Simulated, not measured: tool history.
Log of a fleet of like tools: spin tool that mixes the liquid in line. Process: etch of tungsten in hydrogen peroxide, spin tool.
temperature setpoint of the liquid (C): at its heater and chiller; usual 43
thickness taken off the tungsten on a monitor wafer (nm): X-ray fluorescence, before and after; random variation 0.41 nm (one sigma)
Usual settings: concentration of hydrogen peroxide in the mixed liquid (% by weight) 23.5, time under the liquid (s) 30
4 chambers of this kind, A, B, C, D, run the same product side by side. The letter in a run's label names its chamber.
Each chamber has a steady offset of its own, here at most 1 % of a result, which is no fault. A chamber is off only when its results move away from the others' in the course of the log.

| run | hour | temperature setpoint of the liquid (C) | concentration of hydrogen peroxide in the mixed liquid (% by weight) | time under the liquid (s) | read-back film thickness of the tungsten reference wafer, read on the same gauge (nm) | thickness taken off the tungsten on a monitor wafer (nm) |
|---|---|---|---|---|---|---|
| 1C | 7.4 | 43 | 23.5 | 30 | 110.02 | 52.754 |
| 2A | 14.5 | 43 | 23.5 | 30 | 110 | 52.385 |
| 3B | 21.6 | 43 | 23.5 | 30 | 110.03 | 51.909 |
| 4D | 30.9 | 43 | 23.5 | 30 | 109.99 | 52.95 |
| 5A | 35.8 | 43 | 23.5 | 30 | 109.98 | 51.514 |
| 6C | 40 | 43 | 23.5 | 30 | 110.01 | 52.151 |
| 7D | 44.5 | 43 | 23.5 | 30 | 109.98 | 52.477 |
| 8B | 52.6 | 43 | 23.5 | 30 | 110 | 52.15 |
| 9B | 58.3 | 43 | 23.5 | 30 | 110 | 51.522 |
| 10D | 62.6 | 43 | 23.5 | 30 | 110 | 52.12 |
| 11C | 68.4 | 43 | 23.5 | 30 | 109.98 | 51.661 |
| 12A | 73.9 | 43 | 23.5 | 30 | 110.02 | 52.064 |
| 13C | 83.2 | 43 | 23.5 | 30 | 109.99 | 53.513 |
| 14B | 91.1 | 43 | 23.5 | 30 | 110.01 | 51.857 |
|  | 96 | chamber A: thermometer replaced |
| 15A | 97.5 | 43 | 23.5 | 30 | 110.01 | 51.794 |
| 16D | 102.1 | 43 | 23.5 | 30 | 110.02 | 51.701 |
| 17B | 109.8 | 43 | 23.5 | 30 | 110.05 | 51.933 |
| 18D | 114.7 | 43 | 23.5 | 30 | 109.96 | 51.813 |
| 19C | 123.7 | 43 | 23.5 | 30 | 109.99 | 53.462 |
|  | 124.7 | chamber D: new drum of peroxide connected |
| 20A | 128.2 | 43 | 23.5 | 30 | 110.02 | 52.875 |
| 21C | 136.7 | 43 | 23.5 | 30 | 109.97 | 54.312 |
|  | 138.4 | chamber C: new drum of peroxide connected |
| 22D | 142.9 | 40 | 23.5 | 30 | 109.95 | 43.736 |
| 23B | 149.2 | 40 | 23.5 | 30 | 110.01 | 42.621 |
| 24A | 154.9 | 40 | 23.5 | 30 | 110.01 | 42.742 |
| 25D | 159.4 | 40 | 23.5 | 30 | 109.99 | 43.057 |
| 26A | 167 | 43 | 23.5 | 30 | 109.98 | 51.951 |
| 27C | 175.2 | 47.5 | 23.5 | 30 | 109.98 | 72.802 |
| 28B | 180.7 | 47.5 | 23.5 | 30 | 110.04 | 68.525 |
| 29C | 189 | 47.5 | 23.5 | 30 | 110.01 | 73.081 |
| 30D | 196 | 47.5 | 23.5 | 30 | 110.02 | 69.742 |
| 31B | 200.6 | 43 | 23.5 | 30 | 109.99 | 51.907 |
| 32A | 206.8 | 43 | 23.5 | 30 | 109.99 | 51.889 |
|  | 207.4 | chamber D: peroxide flow meter replaced |
| 33D | 214.2 | 43 | 23.5 | 30 | 110 | 52.486 |
| 34C | 219.9 | 43 | 23.5 | 30 | 109.98 | 56.003 |
|  | 220.8 | chamber B: new drum of peroxide connected |
| 35B | 228.9 | 43 | 23.5 | 30 | 109.99 | 52.025 |
| 36A | 237.7 | 43 | 23.5 | 30 | 109.99 | 52.404 |
| 37B | 246.5 | 43 | 23.5 | 30 | 110 | 51.888 |

Next, every chamber runs the same settings. What will each give?
| 38A | 253.4 | 43 | 23.5 | 30 |  | ? |
| 38B | 253.4 | 43 | 23.5 | 30 |  | ? |
| 38C | 253.4 | 43 | 23.5 | 30 |  | ? |
| 38D | 253.4 | 43 | 23.5 | 30 |  | ? |

| run | thickness taken off the tungsten on a monitor wafer (nm) |
|---|---|
| 38A | 51.969 |
| 38B | 51.273 |
| 38C | 56.012 |
| 38D | 52.394 |

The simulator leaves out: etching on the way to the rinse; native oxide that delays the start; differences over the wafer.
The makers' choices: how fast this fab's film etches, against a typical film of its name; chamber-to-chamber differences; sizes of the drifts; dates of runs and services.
